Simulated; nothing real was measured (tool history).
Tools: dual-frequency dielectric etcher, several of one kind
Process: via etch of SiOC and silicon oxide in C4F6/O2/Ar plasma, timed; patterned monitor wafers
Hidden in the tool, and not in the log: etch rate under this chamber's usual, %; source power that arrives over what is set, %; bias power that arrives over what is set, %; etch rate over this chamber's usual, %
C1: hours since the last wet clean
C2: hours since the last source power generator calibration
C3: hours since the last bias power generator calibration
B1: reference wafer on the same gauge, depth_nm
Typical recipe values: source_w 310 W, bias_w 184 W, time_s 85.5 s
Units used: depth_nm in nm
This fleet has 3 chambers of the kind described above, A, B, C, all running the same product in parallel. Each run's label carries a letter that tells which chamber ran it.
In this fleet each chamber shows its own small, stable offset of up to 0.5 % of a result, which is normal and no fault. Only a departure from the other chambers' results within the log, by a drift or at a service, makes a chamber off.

{"run": "1A", "day": 0.525, "source_w": 310, "bias_w": 184, "time_s": 85.5, "C1": 347.1, "C2": 1409.2, "C3": 1458.3, "B1": 96.292, "depth_nm": 87.55}
{"day": 0.571, "done": "chamber A: wet clean of the chamber"}
{"run": "2B", "day": 0.946, "source_w": 310, "bias_w": 184, "time_s": 85.5, "C1": 36.5, "C2": 1872.3, "C3": 33.7, "B1": 96.301, "depth_nm": 88.047}
{"run": "3C", "day": 1.371, "source_w": 310, "bias_w": 184, "time_s": 85.5, "C1": 157.7, "C2": 1479.6, "C3": 4074.9, "B1": 96.27, "depth_nm": 87.74}
{"run": "4A", "day": 1.729, "source_w": 310, "bias_w": 184, "time_s": 85.5, "C1": 27.9, "C2": 1438.1, "C3": 1487.2, "B1": 96.247, "depth_nm": 87.711}
{"run": "5C", "day": 2.046, "source_w": 310, "bias_w": 184, "time_s": 85.5, "C1": 173.9, "C2": 1495.8, "C3": 4091.1, "B1": 96.251, "depth_nm": 87.525}
{"run": "6B", "day": 2.45, "source_w": 310, "bias_w": 184, "time_s": 85.5, "C1": 72.6, "C2": 1908.4, "C3": 69.8, "B1": 96.229, "depth_nm": 87.92}
{"run": "7A", "day": 2.858, "source_w": 310, "bias_w": 184, "time_s": 85.5, "C1": 55, "C2": 1465.2, "C3": 1514.3, "B1": 96.211, "depth_nm": 87.491}
{"run": "8B", "day": 3.429, "source_w": 310, "bias_w": 184, "time_s": 85.5, "C1": 96.1, "C2": 1931.9, "C3": 93.3, "B1": 96.171, "depth_nm": 87.779}
{"run": "9C", "day": 3.988, "source_w": 310, "bias_w": 184, "time_s": 85.5, "C1": 220.5, "C2": 1542.4, "C3": 4137.7, "B1": 96.178, "depth_nm": 87.592}
{"run": "10A", "day": 4.35, "source_w": 310, "bias_w": 184, "time_s": 85.5, "C1": 90.8, "C2": 1501, "C3": 1550.1, "B1": 96.185, "depth_nm": 87.44}
{"run": "11B", "day": 4.929, "source_w": 310, "bias_w": 216, "time_s": 102.5, "C1": 132.1, "C2": 1967.9, "C3": 129.3, "B1": 96.148, "depth_nm": 111.17}
{"run": "12C", "day": 5.329, "source_w": 310, "bias_w": 216, "time_s": 102.5, "C1": 252.7, "C2": 1574.6, "C3": 4169.9, "B1": 96.136, "depth_nm": 110.86}
{"run": "13A", "day": 5.854, "source_w": 310, "bias_w": 216, "time_s": 102.5, "C1": 126.9, "C2": 1537.1, "C3": 1586.2, "B1": 96.143, "depth_nm": 110.88}
{"run": "14B", "day": 6.383, "source_w": 310, "bias_w": 184, "time_s": 85.5, "C1": 167, "C2": 2002.8, "C3": 164.2, "B1": 96.122, "depth_nm": 87.765}
{"run": "15C", "day": 6.912, "source_w": 310, "bias_w": 184, "time_s": 105, "C1": 290.7, "C2": 1612.6, "C3": 4207.9, "B1": 96.111, "depth_nm": 107.6}
{"run": "16C", "day": 7.35, "source_w": 310, "bias_w": 184, "time_s": 105, "C1": 301.2, "C2": 1623.1, "C3": 4218.4, "B1": 96.088, "depth_nm": 107.3}
{"run": "17B", "day": 7.742, "source_w": 310, "bias_w": 184, "time_s": 105, "C1": 199.6, "C2": 2035.4, "C3": 196.8, "B1": 96.087, "depth_nm": 107.9}
{"run": "18A", "day": 8.112, "source_w": 310, "bias_w": 184, "time_s": 85.5, "C1": 181.1, "C2": 1591.3, "C3": 1640.4, "B1": 96.078, "depth_nm": 87.685}
{"run": "19B", "day": 8.658, "source_w": 350, "bias_w": 148, "time_s": 85.5, "C1": 221.6, "C2": 2057.4, "C3": 218.8, "B1": 96.031, "depth_nm": 85.628}
{"run": "20C", "day": 9.2, "source_w": 350, "bias_w": 148, "time_s": 85.5, "C1": 345.6, "C2": 1667.5, "C3": 4262.8, "B1": 96.058, "depth_nm": 85.485}
{"run": "21A", "day": 9.767, "source_w": 350, "bias_w": 148, "time_s": 85.5, "C1": 220.8, "C2": 1631, "C3": 1680.1, "B1": 96.036, "depth_nm": 85.41}
{"run": "22A", "day": 10.171, "source_w": 310, "bias_w": 184, "time_s": 85.5, "C1": 230.5, "C2": 1640.7, "C3": 1689.8, "B1": 95.984, "depth_nm": 87.638}
{"run": "23B", "day": 10.588, "source_w": 310, "bias_w": 184, "time_s": 85.5, "C1": 267.9, "C2": 2103.7, "C3": 265.1, "B1": 96.001, "depth_nm": 87.685}
{"run": "24C", "day": 10.938, "source_w": 310, "bias_w": 184, "time_s": 85.5, "C1": 387.3, "C2": 1709.2, "C3": 4304.5, "B1": 95.99, "depth_nm": 87.666}
{"run": "25A", "day": 11.492, "source_w": 310, "bias_w": 184, "time_s": 85.5, "C1": 262.2, "C2": 1672.4, "C3": 1721.5, "B1": 95.974, "depth_nm": 87.319}
{"run": "26B", "day": 11.796, "source_w": 310, "bias_w": 184, "time_s": 85.5, "C1": 296.9, "C2": 2132.7, "C3": 294.1, "B1": 95.973, "depth_nm": 87.463}
{"run": "27C", "day": 12.325, "source_w": 310, "bias_w": 184, "time_s": 85.5, "C1": 420.6, "C2": 1742.5, "C3": 4337.8, "B1": 95.967, "depth_nm": 87.464}
{"run": "28C", "day": 12.667, "source_w": 310, "bias_w": 184, "time_s": 85.5, "C1": 428.8, "C2": 1750.7, "C3": 4346, "B1": 95.968, "depth_nm": 87.462}
{"run": "29A", "day": 13.004, "source_w": 310, "bias_w": 184, "time_s": 85.5, "C1": 298.5, "C2": 1708.7, "C3": 1757.8, "B1": 95.943, "depth_nm": 87.236}
{"run": "30B", "day": 13.438, "source_w": 310, "bias_w": 184, "time_s": 85.5, "C1": 336.3, "C2": 2172.1, "C3": 333.5, "B1": 95.911, "depth_nm": 87.604}
{"run": "31C", "day": 13.854, "source_w": 310, "bias_w": 184, "time_s": 85.5, "C1": 457.3, "C2": 1779.2, "C3": 4374.5, "B1": 95.908, "depth_nm": 87.486}
{"run": "32B", "day": 14.217, "source_w": 310, "bias_w": 184, "time_s": 85.5, "C1": 355, "C2": 2190.8, "C3": 352.2, "B1": 95.872, "depth_nm": 87.682}
{"run": "33A", "day": 14.612, "source_w": 310, "bias_w": 184, "time_s": 85.5, "C1": 337.1, "C2": 1747.3, "C3": 1796.4, "B1": 95.887, "depth_nm": 87.331}
{"day": 14.671, "done": "chamber A: wet clean of the chamber"}
{"run": "34A", "day": 15.083, "source_w": 310, "bias_w": 184, "time_s": 85.5, "C1": 9.9, "C2": 1758.6, "C3": 1807.7, "B1": 95.884, "depth_nm": 87.432}
{"run": "35B", "day": 15.654, "source_w": 310, "bias_w": 184, "time_s": 85.5, "C1": 389.5, "C2": 2225.3, "C3": 386.7, "B1": 95.847, "depth_nm": 87.445}
{"run": "36C", "day": 16.183, "source_w": 310, "bias_w": 184, "time_s": 85.5, "C1": 513.2, "C2": 1835.1, "C3": 4430.4, "B1": 95.84, "depth_nm": 87.228}
{"day": 16.221, "done": "chamber B: wet clean of the chamber"}
{"day": 16.783, "done": "chamber B: source power generator calibrated"}
{"run": "37A", "day": 16.812, "source_w": 310, "bias_w": 184, "time_s": 85.5, "C1": 51.4, "C2": 1800.1, "C3": 1849.2, "B1": 95.824, "depth_nm": 87.338}
{"run": "38B", "day": 17.383, "source_w": 310, "bias_w": 184, "time_s": 85.5, "C1": 28, "C2": 14.5, "C3": 428.2, "B1": 95.819, "depth_nm": 87.465}
{"run": "39C", "day": 17.829, "source_w": 310, "bias_w": 184, "time_s": 85.5, "C1": 552.7, "C2": 1874.6, "C3": 4469.9, "B1": 95.772, "depth_nm": 87.484}

Does one chamber stand apart from the rest, does the shared gauge drift, or is all well apart from small per-chamber offsets? Give the chamber and the most likely cause, where there is one.

Gauge drift. The chambers move together only on paper, and none stands off.
Cause: gauge reads low (%) = 0.536.

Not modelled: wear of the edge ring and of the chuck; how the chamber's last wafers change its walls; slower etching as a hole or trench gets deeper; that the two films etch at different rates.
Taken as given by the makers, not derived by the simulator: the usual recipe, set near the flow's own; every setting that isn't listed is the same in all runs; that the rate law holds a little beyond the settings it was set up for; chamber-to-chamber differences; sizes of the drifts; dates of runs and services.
